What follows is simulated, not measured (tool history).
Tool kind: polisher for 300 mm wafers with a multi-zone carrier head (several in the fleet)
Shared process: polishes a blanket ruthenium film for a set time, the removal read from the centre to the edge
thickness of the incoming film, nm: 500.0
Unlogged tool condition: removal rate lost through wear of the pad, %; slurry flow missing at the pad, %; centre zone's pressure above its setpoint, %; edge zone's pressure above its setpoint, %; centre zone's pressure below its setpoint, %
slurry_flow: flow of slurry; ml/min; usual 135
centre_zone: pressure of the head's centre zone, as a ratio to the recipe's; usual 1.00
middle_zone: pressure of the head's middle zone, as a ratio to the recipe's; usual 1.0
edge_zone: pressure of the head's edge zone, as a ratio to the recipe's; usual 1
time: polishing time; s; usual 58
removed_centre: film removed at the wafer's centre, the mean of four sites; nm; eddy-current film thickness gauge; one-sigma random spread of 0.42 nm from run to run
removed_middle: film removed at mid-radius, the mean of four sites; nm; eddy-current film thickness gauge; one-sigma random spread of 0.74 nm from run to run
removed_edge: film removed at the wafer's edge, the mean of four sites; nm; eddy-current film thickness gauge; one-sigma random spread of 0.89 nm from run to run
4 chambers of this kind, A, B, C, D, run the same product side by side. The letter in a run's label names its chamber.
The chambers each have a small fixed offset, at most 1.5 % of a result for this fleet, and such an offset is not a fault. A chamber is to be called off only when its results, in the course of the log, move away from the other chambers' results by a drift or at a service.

run   hour  slurry_flow  centre_zone  middle_zone  edge_zone  time  wafers polished on this pad  hours since the slurry nozzle was cleaned  hours since the centre zone pressure was calibrated  hours since the edge zone pressure was calibrated  removed_centre  removed_middle  removed_edge
 1C    8.2          135         1.00          1.0          1    58                          673                                      429.6                                                 46.5                                              893.8          59.344          60.130        60.155
      14.6  -- chamber A: worn pad replaced by a new one
 2A   16.3          135         1.00          1.0          1    58                           19                                      387.6                                                192.5                                              486.1          61.042          59.269        61.442
 3B   23.1          135         1.00          1.0          1    58                         1176                                      386.8                                                928.2                                              851.6          59.408          60.895        58.136
      24.0  -- chamber A: slurry nozzle cleaned
      25.1  -- chamber B: worn pad replaced by a new one
 4D   30.1          135         1.00          1.0          1    58                          534                                      187.9                                                148.1                                              690.3          61.033          60.077        60.541
 5C   36.7          135         1.00          1.0          1    58                         1000                                      458.1                                                 75.0                                              922.3          59.311          58.547        59.447
 6B   45.0          135         1.00          1.0          1    58                          228                                      408.7                                                950.1                                              873.5          60.701          60.541        58.713
      48.3  -- chamber C: slurry nozzle cleaned
 7A   55.2          100         0.91          1.0          1    58                          465                                       31.2                                                231.4                                              525.0          50.480          56.260        56.555
 8D   59.7          100         0.91          1.0          1    58                          873                                      217.5                                                177.7                                              719.9          49.679          55.567        55.917
 9A   65.4          100         0.91          1.0          1    58                          582                                       41.4                                                241.6                                              535.2          50.366          54.848        56.285
      70.4  -- chamber B: centre zone pressure recalibrated
10B   71.7          100         0.91          1.0          1    58                          534                                      435.4                                                  1.3                                              900.2          49.952          55.103        57.301
      75.4  -- chamber A: worn pad replaced by a new one
      75.9  -- chamber D: edge zone pressure recalibrated
11D   81.8          135         1.00          1.0          1    58                         1126                                      239.6                                                199.8                                                5.9          60.927          60.847        61.971
12C   86.6          135         1.00          1.0          1    58                         1572                                       38.4                                                124.9                                              972.2          58.901          60.372        59.828
13A   95.1          135         1.00          1.0          1    58                          226                                       71.1                                                271.3                                              564.9          60.864          61.878        60.862
14D  103.3          135         1.00          1.0          1    58                         1373                                      261.1                                                221.3                                               27.4          60.729          60.118        58.722
     106.7  -- chamber D: slurry nozzle cleaned
     110.8  -- chamber D: worn pad replaced by a new one
15B  111.9          135         1.00          1.0          1    58                          995                                      475.6                                                 41.5                                              940.4          59.513          60.433        60.458
16C  122.1          135         1.00          1.0          1    58                         1979                                       73.9                                                160.4                                             1007.7          58.512          59.119        59.314
17C  128.4          135         1.00          1.0          1    58                         2051                                       80.2                                                166.7                                             1014.0          59.307          59.299        58.300
18B  137.9          135         1.00          1.0          1    58                         1293                                      501.6                                                 67.5                                              966.4          61.060          60.710        59.273
     140.3  -- chamber A: worn pad replaced by a new one
     141.0  -- chamber B: worn pad replaced by a new one
19D  146.9          135         1.00          1.0          1    58                          414                                       40.2                                                264.9                                               71.0          59.920          60.290        59.880
20A  155.6          135         1.00          1.0          1    58                          175                                      131.6                                                331.8                                              625.4          60.812          60.870        59.479
21C  163.6          135         1.00          1.0          1    58                         2455                                      115.4                                                201.9                                             1049.2          58.245          59.000        59.156
22A  168.0          120         1.00          1.1          1    58                          318                                      144.0                                                344.2                                              637.8          58.682          64.015        57.772
23D  174.8          120         1.00          1.1          1    58                          734                                       68.1                                                292.8                                               98.9          58.150          64.564        59.585
24B  181.9          120         1.00          1.1          1    58                          469                                      545.6                                                111.5                                             1010.4          57.557          63.628        59.783
25D  188.1          120         1.00          1.1          1    58                          887                                       81.4                                                306.1                                              112.2          58.637          64.347        59.004
26B  193.8          135         1.00          1.0          1    58                          605                                      557.5                                                123.4                                             1022.3          60.698          60.157        60.473
     200.1  -- chamber A: worn pad replaced by a new one
     201.0  -- chamber B: slurry nozzle cleaned
27C  202.9          135         1.00          1.0          1    58                         2906                                      154.7                                                241.2                                             1088.5          58.757          58.994        58.662
28A  211.6          135         1.00          1.0          1    58                          131                                      187.6                                                387.8                                              681.4          60.492          60.170        60.283
     216.2  -- chamber D: worn pad replaced by a new one
29B  220.3          135         1.00          1.0          1    58                          909                                       19.4                                                149.9                                             1048.8          61.131          61.229        60.533
30A  225.3          135         1.00          1.0          1    58                          289                                      201.3                                                401.5                                              695.1          61.079          59.885        59.576
31D  231.3          135         1.00          1.0          1    58                          173                                      124.6                                                349.3                                              155.4          60.959          60.933        59.958
32C  235.9          135         1.00          1.0          1    58                         3284                                      187.7                                                274.2                                             1121.5          57.277          56.379        56.255
     236.8  -- chamber D: centre zone pressure recalibrated
33D  241.3          135         1.00          1.0          1    58                          288                                      134.6                                                  4.6                                              165.4          60.673          60.741        60.762

Read the log: is a single chamber off, either drifting away or since a service, is the gauge that measures every chamber drifting, or is nothing wrong beyond small per-chamber offsets? Name any odd chamber and what most likely caused it.

Chamber C drifts away from the others.
Likeliest cause: removal rate lost through wear of the pad, % = 4.36.

Here are 4 candidates for chamber C's next run, each the usual settings with a change, their results left as question marks. Which one brings its results back in line with what the others give on the usual settings?
Allowed miss from the other chambers' usual-settings mean, per result, to count as in line: removed_centre 1.500 nm; removed_middle 2.600 nm; removed_edge 3.100 nm
34C-1  248.6          135         0.99          1.0       1.00    55                                                                                                                                                                                               ?               ?             ?
34C-2  248.6          130         0.98          1.0       1.01    54                                                                                                                                                                                               ?               ?             ?
34C-3  248.6          140         1.02          1.0       1.00    63                                                                                                                                                                                               ?               ?             ?
34C-4  248.6          135         1.01          1.0       1.00    61                                                                                                                                                                                               ?               ?             ?

Average result of the remaining chambers running the usual settings: removed_centre 60.647 nm; removed_middle 60.215 nm; removed_edge 60.368 nm
  run  removed_centre  removed_middle  removed_edge
34C-1          53.571          54.133        54.796
34C-2          51.557          52.730        53.782
34C-3          63.904          62.457        63.097
34C-4          60.711          60.032        60.773
It is 34C-4 that realigns the chamber with its peers.

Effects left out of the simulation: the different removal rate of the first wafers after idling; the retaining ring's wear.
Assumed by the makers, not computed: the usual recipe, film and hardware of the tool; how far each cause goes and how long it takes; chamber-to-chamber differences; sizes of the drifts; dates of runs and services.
